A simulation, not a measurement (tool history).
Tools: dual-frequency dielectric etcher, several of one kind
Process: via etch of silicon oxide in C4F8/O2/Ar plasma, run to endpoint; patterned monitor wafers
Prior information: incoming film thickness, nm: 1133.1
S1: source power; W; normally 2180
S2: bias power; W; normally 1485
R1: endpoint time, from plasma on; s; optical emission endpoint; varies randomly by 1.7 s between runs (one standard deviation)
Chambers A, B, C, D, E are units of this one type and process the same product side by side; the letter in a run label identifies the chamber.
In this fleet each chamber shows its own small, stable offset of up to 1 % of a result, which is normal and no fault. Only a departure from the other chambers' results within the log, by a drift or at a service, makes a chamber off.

{"run": "1D", "hour": 8.2, "S1": 2180, "S2": 1485, "R1": 237.07}
{"run": "2B", "hour": 16.1, "S1": 2180, "S2": 1485, "R1": 236.78}
{"run": "3E", "hour": 24.6, "S1": 2180, "S2": 1485, "R1": 235.35}
{"run": "4A", "hour": 31.9, "S1": 2180, "S2": 1485, "R1": 237.78}
{"run": "5C", "hour": 37.8, "S1": 2180, "S2": 1485, "R1": 234.77}
{"run": "6C", "hour": 45.5, "S1": 2450, "S2": 1194, "R1": 234.25}
{"run": "7D", "hour": 53.6, "S1": 2450, "S2": 1194, "R1": 233.92}
{"run": "8E", "hour": 64.6, "S1": 2450, "S2": 1194, "R1": 237.08}
{"run": "9A", "hour": 75.8, "S1": 2450, "S2": 1194, "R1": 236.51}
{"run": "10B", "hour": 86.3, "S1": 2450, "S2": 1194, "R1": 238.42}
{"run": "11B", "hour": 94.8, "S1": 1850, "S2": 1329, "R1": 258.34}
{"hour": 95.6, "done": "chamber C: source power generator calibrated"}
{"hour": 98.3, "done": "chamber B: wet clean of the chamber"}
{"run": "12C", "hour": 102.9, "S1": 1850, "S2": 1329, "R1": 255.94}
{"hour": 109.0, "done": "chamber D: wet clean of the chamber"}
{"run": "13E", "hour": 112.9, "S1": 1850, "S2": 1329, "R1": 258.28}
{"run": "14D", "hour": 124.2, "S1": 1850, "S2": 1329, "R1": 257.24}
{"run": "15A", "hour": 135.0, "S1": 1850, "S2": 1329, "R1": 260.2}
{"hour": 139.2, "done": "chamber D: bias power generator calibrated"}
{"run": "16C", "hour": 143.4, "S1": 2180, "S2": 1485, "R1": 234.12}
{"run": "17A", "hour": 153.6, "S1": 2180, "S2": 1485, "R1": 238.0}
{"run": "18E", "hour": 163.0, "S1": 2180, "S2": 1485, "R1": 232.39}
{"run": "19B", "hour": 172.5, "S1": 2180, "S2": 1485, "R1": 232.83}
{"run": "20D", "hour": 180.9, "S1": 2180, "S2": 1485, "R1": 234.3}
{"hour": 183.7, "done": "chamber C: wet clean of the chamber"}
{"run": "21A", "hour": 188.9, "S1": 1660, "S2": 1278, "R1": 273.97}
{"run": "22D", "hour": 195.5, "S1": 1660, "S2": 1278, "R1": 269.87}
{"run": "23C", "hour": 202.4, "S1": 1660, "S2": 1278, "R1": 271.72}
{"hour": 207.1, "done": "chamber A: bias power generator calibrated"}
{"run": "24B", "hour": 210.4, "S1": 1660, "S2": 1278, "R1": 271.56}
{"run": "25E", "hour": 222.2, "S1": 1660, "S2": 1278, "R1": 269.52}
{"run": "26C", "hour": 227.9, "S1": 2180, "S2": 1485, "R1": 234.11}
{"hour": 231.7, "done": "chamber E: source power generator calibrated"}
{"run": "27D", "hour": 236.7, "S1": 2180, "S2": 1485, "R1": 234.23}
{"run": "28B", "hour": 243.9, "S1": 2180, "S2": 1485, "R1": 233.61}
{"run": "29A", "hour": 254.5, "S1": 2180, "S2": 1485, "R1": 235.51}
{"run": "30E", "hour": 261.5, "S1": 2180, "S2": 1485, "R1": 233.24}
{"run": "31B", "hour": 272.3, "S1": 2180, "S2": 1485, "R1": 234.47}
{"run": "32A", "hour": 281.7, "S1": 2640, "S2": 1485, "R1": 218.47}
{"run": "33C", "hour": 287.7, "S1": 2640, "S2": 1485, "R1": 214.89}
{"hour": 292.3, "done": "chamber C: bias power generator calibrated"}
{"run": "34E", "hour": 296.4, "S1": 2640, "S2": 1485, "R1": 217.86}
{"run": "35D", "hour": 307.1, "S1": 2640, "S2": 1485, "R1": 216.22}
{"run": "36D", "hour": 318.0, "S1": 2640, "S2": 1485, "R1": 218.53}
{"hour": 323.9, "done": "chamber E: wet clean of the chamber"}
{"run": "37B", "hour": 325.1, "S1": 2180, "S2": 1485, "R1": 237.88}
{"run": "38C", "hour": 336.2, "S1": 1720, "S2": 1618, "R1": 252.8}
{"run": "39A", "hour": 343.1, "S1": 1720, "S2": 1618, "R1": 254.48}
{"run": "40E", "hour": 353.3, "S1": 1720, "S2": 1618, "R1": 251.41}
{"run": "41B", "hour": 366.1, "S1": 1720, "S2": 1618, "R1": 249.76}

Has any chamber moved away from the others, gradually or after a service, or does the common gauge drift, or do the chambers differ only by their own small steady offsets? State the chamber and the most likely cause if one applies.

All chambers stay in line apart from their small fixed offsets, and the gauge does not drift.
